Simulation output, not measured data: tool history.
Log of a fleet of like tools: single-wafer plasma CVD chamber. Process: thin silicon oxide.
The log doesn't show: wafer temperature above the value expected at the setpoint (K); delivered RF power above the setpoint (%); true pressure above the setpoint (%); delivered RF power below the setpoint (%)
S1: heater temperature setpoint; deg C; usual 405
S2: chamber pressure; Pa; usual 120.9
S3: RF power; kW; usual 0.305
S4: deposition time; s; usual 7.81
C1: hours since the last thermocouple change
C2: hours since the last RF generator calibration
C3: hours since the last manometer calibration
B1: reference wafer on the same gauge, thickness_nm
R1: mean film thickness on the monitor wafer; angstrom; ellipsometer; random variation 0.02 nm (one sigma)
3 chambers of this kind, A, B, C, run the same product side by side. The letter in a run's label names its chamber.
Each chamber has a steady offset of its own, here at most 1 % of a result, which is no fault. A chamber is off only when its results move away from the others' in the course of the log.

{"run": "1B", "hour": 3.4, "S1": 405, "S2": 120.9, "S3": 0.305, "S4": 7.81, "C1": 957.6, "C2": 661, "C3": 343.6, "B1": 13.297, "R1": 161.39}
{"run": "2A", "hour": 10.5, "S1": 405, "S2": 120.9, "S3": 0.305, "S4": 7.81, "C1": 760.6, "C2": 555.4, "C3": 1427, "B1": 13.295, "R1": 161.79}
{"run": "3C", "hour": 13.9, "S1": 405, "S2": 120.9, "S3": 0.305, "S4": 7.81, "C1": 2790.9, "C2": 88.6, "C3": 3117.9, "B1": 13.293, "R1": 160.66}
{"run": "4C", "hour": 18.5, "S1": 405, "S2": 120.9, "S3": 0.305, "S4": 7.81, "C1": 2795.5, "C2": 93.2, "C3": 3122.5, "B1": 13.292, "R1": 160.74}
{"run": "5A", "hour": 21.6, "S1": 405, "S2": 120.9, "S3": 0.305, "S4": 7.81, "C1": 771.7, "C2": 566.5, "C3": 1438.1, "B1": 13.287, "R1": 161.17}
{"run": "6B", "hour": 25.5, "S1": 405, "S2": 120.9, "S3": 0.305, "S4": 7.81, "C1": 979.7, "C2": 683.1, "C3": 365.7, "B1": 13.286, "R1": 161.36}
{"run": "7B", "hour": 30.3, "S1": 405, "S2": 120.9, "S3": 0.305, "S4": 7.81, "C1": 984.5, "C2": 687.9, "C3": 370.5, "B1": 13.29, "R1": 161.52}
{"run": "8C", "hour": 36.3, "S1": 405, "S2": 120.9, "S3": 0.305, "S4": 7.81, "C1": 2813.3, "C2": 111, "C3": 3140.3, "B1": 13.286, "R1": 160.26}
{"hour": 37.6, "done": "chamber C: thermocouple changed; heater temperature recalibrated"}
{"run": "9A", "hour": 39.9, "S1": 405, "S2": 120.9, "S3": 0.305, "S4": 7.81, "C1": 790, "C2": 584.8, "C3": 1456.4, "B1": 13.281, "R1": 161.53}
{"hour": 44.7, "done": "chamber A: capacitance manometer re-zeroed and calibrated"}
{"run": "10B", "hour": 46.4, "S1": 405, "S2": 120.9, "S3": 0.305, "S4": 7.81, "C1": 1000.6, "C2": 704, "C3": 386.6, "B1": 13.277, "R1": 161.2}
{"run": "11A", "hour": 52.2, "S1": 405, "S2": 120.9, "S3": 0.305, "S4": 7.81, "C1": 802.3, "C2": 597.1, "C3": 7.6, "B1": 13.278, "R1": 161.22}
{"run": "12C", "hour": 58.4, "S1": 405, "S2": 120.9, "S3": 0.355, "S4": 7.3, "C1": 20.8, "C2": 133.1, "C3": 3162.4, "B1": 13.273, "R1": 158.62}
{"run": "13C", "hour": 65.1, "S1": 405, "S2": 120.9, "S3": 0.355, "S4": 7.3, "C1": 27.5, "C2": 139.8, "C3": 3169.1, "B1": 13.273, "R1": 159.14}
{"run": "14B", "hour": 70.0, "S1": 405, "S2": 120.9, "S3": 0.355, "S4": 7.3, "C1": 1024.2, "C2": 727.6, "C3": 410.2, "B1": 13.27, "R1": 159.73}
{"run": "15A", "hour": 74.7, "S1": 405, "S2": 120.9, "S3": 0.305, "S4": 7.81, "C1": 824.8, "C2": 619.6, "C3": 30.1, "B1": 13.264, "R1": 160.96}
{"run": "16C", "hour": 78.0, "S1": 405, "S2": 120.9, "S3": 0.305, "S4": 7.81, "C1": 40.4, "C2": 152.7, "C3": 3182, "B1": 13.267, "R1": 160.11}
{"run": "17A", "hour": 82.7, "S1": 405, "S2": 120.9, "S3": 0.305, "S4": 7.81, "C1": 832.8, "C2": 627.6, "C3": 38.1, "B1": 13.266, "R1": 161.3}
{"run": "18B", "hour": 89.3, "S1": 405, "S2": 120.9, "S3": 0.305, "S4": 7.81, "C1": 1043.5, "C2": 746.9, "C3": 429.5, "B1": 13.264, "R1": 160.92}
{"run": "19C", "hour": 95.8, "S1": 405, "S2": 120.9, "S3": 0.26, "S4": 7.81, "C1": 58.2, "C2": 170.5, "C3": 3199.8, "B1": 13.265, "R1": 149.77}
{"run": "20A", "hour": 100.1, "S1": 405, "S2": 120.9, "S3": 0.26, "S4": 7.81, "C1": 850.2, "C2": 645, "C3": 55.5, "B1": 13.26, "R1": 150.61}
{"run": "21B", "hour": 104.1, "S1": 405, "S2": 120.9, "S3": 0.26, "S4": 7.81, "C1": 1058.3, "C2": 761.7, "C3": 444.3, "B1": 13.255, "R1": 150.82}
{"run": "22B", "hour": 111.1, "S1": 417, "S2": 120.9, "S3": 0.275, "S4": 7.81, "C1": 1065.3, "C2": 768.7, "C3": 451.3, "B1": 13.25, "R1": 152.73}
{"run": "23A", "hour": 114.3, "S1": 417, "S2": 120.9, "S3": 0.275, "S4": 7.81, "C1": 864.4, "C2": 659.2, "C3": 69.7, "B1": 13.251, "R1": 152.9}
{"run": "24C", "hour": 121.3, "S1": 417, "S2": 120.9, "S3": 0.275, "S4": 7.81, "C1": 83.7, "C2": 196, "C3": 3225.3, "B1": 13.249, "R1": 152.05}
{"run": "25A", "hour": 128.3, "S1": 412, "S2": 120.9, "S3": 0.305, "S4": 7.81, "C1": 878.4, "C2": 673.2, "C3": 83.7, "B1": 13.249, "R1": 160.09}
{"run": "26B", "hour": 132.7, "S1": 412, "S2": 120.9, "S3": 0.305, "S4": 7.81, "C1": 1086.9, "C2": 790.3, "C3": 472.9, "B1": 13.246, "R1": 160.22}
{"run": "27C", "hour": 137.3, "S1": 412, "S2": 120.9, "S3": 0.305, "S4": 7.81, "C1": 99.7, "C2": 212, "C3": 3241.3, "B1": 13.242, "R1": 158.99}
{"run": "28A", "hour": 143.8, "S1": 405, "S2": 120.9, "S3": 0.305, "S4": 7.81, "C1": 893.9, "C2": 688.7, "C3": 99.2, "B1": 13.234, "R1": 160.84}
{"run": "29C", "hour": 148.2, "S1": 405, "S2": 120.9, "S3": 0.305, "S4": 7.81, "C1": 110.6, "C2": 222.9, "C3": 3252.2, "B1": 13.239, "R1": 160.15}
{"run": "30B", "hour": 152.0, "S1": 405, "S2": 120.9, "S3": 0.305, "S4": 7.81, "C1": 1106.2, "C2": 809.6, "C3": 492.2, "B1": 13.234, "R1": 161}

What goes on in this fleet: one chamber off, a drifting gauge, or nothing beyond the chambers' own small offsets? Name the chamber and the cause, if any.

The gauge drifts, so all chambers seem to drift together. No chamber is off.
Cause: gauge reads low (%) = 0.507.

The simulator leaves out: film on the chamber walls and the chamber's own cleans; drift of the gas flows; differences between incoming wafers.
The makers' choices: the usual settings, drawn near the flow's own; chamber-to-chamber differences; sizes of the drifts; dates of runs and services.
